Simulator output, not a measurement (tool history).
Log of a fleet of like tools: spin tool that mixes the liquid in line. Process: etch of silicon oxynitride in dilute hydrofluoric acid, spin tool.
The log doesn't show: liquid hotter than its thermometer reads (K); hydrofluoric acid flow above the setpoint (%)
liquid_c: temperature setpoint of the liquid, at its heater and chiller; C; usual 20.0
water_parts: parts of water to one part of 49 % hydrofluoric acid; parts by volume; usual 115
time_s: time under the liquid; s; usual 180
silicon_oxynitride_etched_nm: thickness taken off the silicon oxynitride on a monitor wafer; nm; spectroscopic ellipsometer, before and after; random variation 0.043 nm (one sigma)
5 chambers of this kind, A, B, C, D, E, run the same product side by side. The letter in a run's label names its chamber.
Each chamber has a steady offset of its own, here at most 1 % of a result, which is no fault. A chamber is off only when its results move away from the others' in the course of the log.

run	hour	liquid_c	water_parts	time_s	hours since the thermometer was replaced	hours since the hydrofluoric acid flow meter was replaced	read-back film thickness of the silicon oxynitride reference wafer, read on the same gauge (nm)	silicon_oxynitride_etched_nm
1E	8.4	20.0	115	180	1955.2	960.9	49.992	4.4606
2D	13.3	20.0	115	180	505.5	932.1	49.950	4.3849
3C	23.0	20.0	115	180	1752.2	1011.8	50.054	4.2594
4A	28.7	20.0	115	180	1586.8	522.3	50.056	4.3437
5B	35.2	20.0	115	180	1429.6	613.7	49.998	4.3806
6C	42.2	20.0	115	180	1771.4	1031.0	49.972	4.3842
7A	51.5	20.0	115	180	1609.6	545.1	49.976	4.3836
8B	57.8	20.0	115	180	1452.2	636.3	49.978	4.4734
9D	67.1	20.0	115	180	559.3	985.9	50.001	4.3284
10E	75.9	20.0	115	180	2022.7	1028.4	50.024	4.4630
11C	85.0	20.0	115	180	1814.2	1073.8	49.982	4.3413
12A	91.7	20.0	115	180	1649.8	585.3	49.980	4.3272
13B	97.2	20.0	115	180	1491.6	675.7	49.963	4.5578
14E	104.7	20.0	115	180	2051.5	1057.2	50.014	4.3311
15D	112.9	20.0	115	240	605.1	1031.7	49.984	5.8723
16A	123.6	20.0	115	240	1681.7	617.2	50.005	5.8085
17D	132.0	20.0	115	240	624.2	1050.8	49.970	5.7905
18E	141.1	20.0	115	240	2087.9	1093.6	49.996	5.8544
19C	150.8	20.0	115	240	1880.0	1139.6	50.007	5.8057
20B	158.6	17.5	115	180	1553.0	737.1	49.998	4.1038
21E	164.0	17.5	115	180	2110.8	1116.5	49.997	3.8421
22B	170.2	17.5	115	180	1564.6	748.7	50.017	4.2374
23C	177.5	17.5	115	180	1906.7	1166.3	49.993	3.8086
# hour 182.3: chamber C: hydrofluoric acid flow meter replaced
24A	188.0	17.5	115	180	1746.1	681.6	50.059	3.9162
25D	199.1	20.0	115	180	691.3	1117.9	49.985	4.3593
26C	210.1	20.0	115	180	1939.3	27.9	49.947	4.4117
27D	218.2	20.0	115	180	710.4	1137.0	49.986	4.3794
28B	229.4	20.0	115	180	1623.8	807.9	50.032	4.9135
29E	239.5	20.0	115	180	2186.3	1192.0	50.019	4.3996
30A	244.6	20.0	115	180	1802.7	738.2	50.014	4.2957

Next, every chamber runs the same settings. What will each give?
31A	252.7	20.0	115	180				?
31B	252.7	20.0	115	180				?
31C	252.7	20.0	115	180				?
31D	252.7	20.0	115	180				?
31E	252.7	20.0	115	180				?

run	silicon_oxynitride_etched_nm
31A	4.3764
31B	4.9015
31C	4.3320
31D	4.3456
31E	4.3352
